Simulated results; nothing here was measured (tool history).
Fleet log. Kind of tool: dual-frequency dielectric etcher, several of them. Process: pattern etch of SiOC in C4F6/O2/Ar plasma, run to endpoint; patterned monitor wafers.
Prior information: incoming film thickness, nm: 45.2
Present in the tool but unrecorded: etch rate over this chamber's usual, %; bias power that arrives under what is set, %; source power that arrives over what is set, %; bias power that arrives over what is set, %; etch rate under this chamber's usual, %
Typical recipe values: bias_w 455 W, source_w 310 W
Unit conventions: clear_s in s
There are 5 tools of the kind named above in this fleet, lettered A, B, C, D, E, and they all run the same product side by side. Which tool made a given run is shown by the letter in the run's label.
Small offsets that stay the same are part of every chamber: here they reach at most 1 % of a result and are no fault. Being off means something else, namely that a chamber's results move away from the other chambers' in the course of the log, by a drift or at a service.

run     day  bias_w  source_w  hours since the last wet clean  hours since the last bias power generator calibration  hours since the last source power generator calibration  clear_s
 1B   0.392     455       310                           383.2                                                 4053.3                                                   3512.2   17.360
 2E   0.683     455       310                           250.0                                                 3637.8                                                   1216.4   17.322
 3A   0.950     455       310                           290.1                                                 2837.0                                                   2930.4   17.175
 4D   1.500     455       310                           485.8                                                 2680.9                                                   2087.8   17.387
 5C   2.046     455       310                           415.2                                                 2520.2                                                   3129.5   17.364
 6D   2.458     455       310                           508.8                                                 2703.9                                                   2110.8   17.499
 7A   3.046     455       310                           340.4                                                 2887.3                                                   2980.7   17.232
 8B   3.417     455       310                           455.8                                                 4125.9                                                   3584.8   17.263
 9E   3.771     455       310                           324.1                                                 3711.9                                                   1290.5   17.519
10C   4.283     455       310                           468.9                                                 2573.9                                                   3183.2   17.200
11C   4.833     455       310                           482.1                                                 2587.1                                                   3196.4   17.231
12B   5.212     455       310                           498.9                                                 4169.0                                                   3627.9   17.177
      5.267  -- chamber B: bias power generator calibrated
13A   5.479     455       310                           398.8                                                 2945.7                                                   3039.1   17.428
14D   5.754     455       290                           587.9                                                 2783.0                                                   2189.9   17.759
15E   6.017     455       290                           378.0                                                 3765.8                                                   1344.4   17.830
      6.246  -- chamber C: wet clean of the chamber
16E   6.388     455       290                           386.9                                                 3774.7                                                   1353.3   17.960
      6.617  -- chamber E: wet clean of the chamber
17D   6.675     455       290                           610.0                                                 2805.1                                                   2212.0   17.815
18C   6.950     455       290                            16.9                                                 2637.9                                                   3247.2   17.801
19B   7.221     455       370                           547.1                                                   46.9                                                   3676.1   16.151
      7.283  -- chamber B: wet clean of the chamber
20A   7.708     455       370                           452.3                                                 2999.2                                                   3092.6   16.200
21D   8.004     455       370                           641.9                                                 2837.0                                                   2243.9   16.203
22B   8.333     455       370                            25.2                                                   73.6                                                   3702.8   16.142
      8.633  -- chamber D: wet clean of the chamber
      8.733  -- chamber E: bias power generator calibrated
23C   8.796     455       370                            61.2                                                 2682.2                                                   3291.5   16.357
      9.075  -- chamber C: source power generator calibrated
24A   9.079     455       310                           485.2                                                 3032.1                                                   3125.5   17.271
25E   9.558     498       260                            70.6                                                   19.9                                                   1429.4   17.892
26C  10.142     498       260                            93.5                                                 2714.5                                                     25.7   17.939
27E  10.642     498       260                            96.6                                                   45.9                                                   1455.4   18.203
28B  11.238     498       260                            94.9                                                  143.3                                                   3772.5   17.731
29D  11.796     498       260                            76.0                                                 2928.0                                                   2334.9   17.941
30A  12.088     455       310                           557.4                                                 3104.3                                                   3197.7   17.176
31E  12.408     455       310                           139.0                                                   88.3                                                   1497.8   17.492
32B  12.696     455       310                           129.9                                                  178.3                                                   3807.5   17.167
33A  13.046     455       310                           580.4                                                 3127.3                                                   3220.7   17.246
34D  13.588     455       310                           119.0                                                 2971.0                                                   2377.9   17.315
35C  14.021     455       310                           186.6                                                 2807.6                                                    118.8   17.264
36C  14.529     455       310                           198.8                                                 2819.8                                                    131.0   17.384
37A  15.021     455       310                           627.8                                                 3174.7                                                   3268.1   17.262

All chambers now run identical settings, listed one chamber a line with results as question marks. What results will each chamber show?
38A  15.454     455       310                                                                                                                                                        ?
38B  15.454     455       310                                                                                                                                                        ?
38C  15.454     455       310                                                                                                                                                        ?
38D  15.454     455       310                                                                                                                                                        ?
38E  15.454     455       310                                                                                                                                                        ?

run  clear_s
38A   17.308
38B   17.330
38C   17.276
38D   17.108
38E   17.222
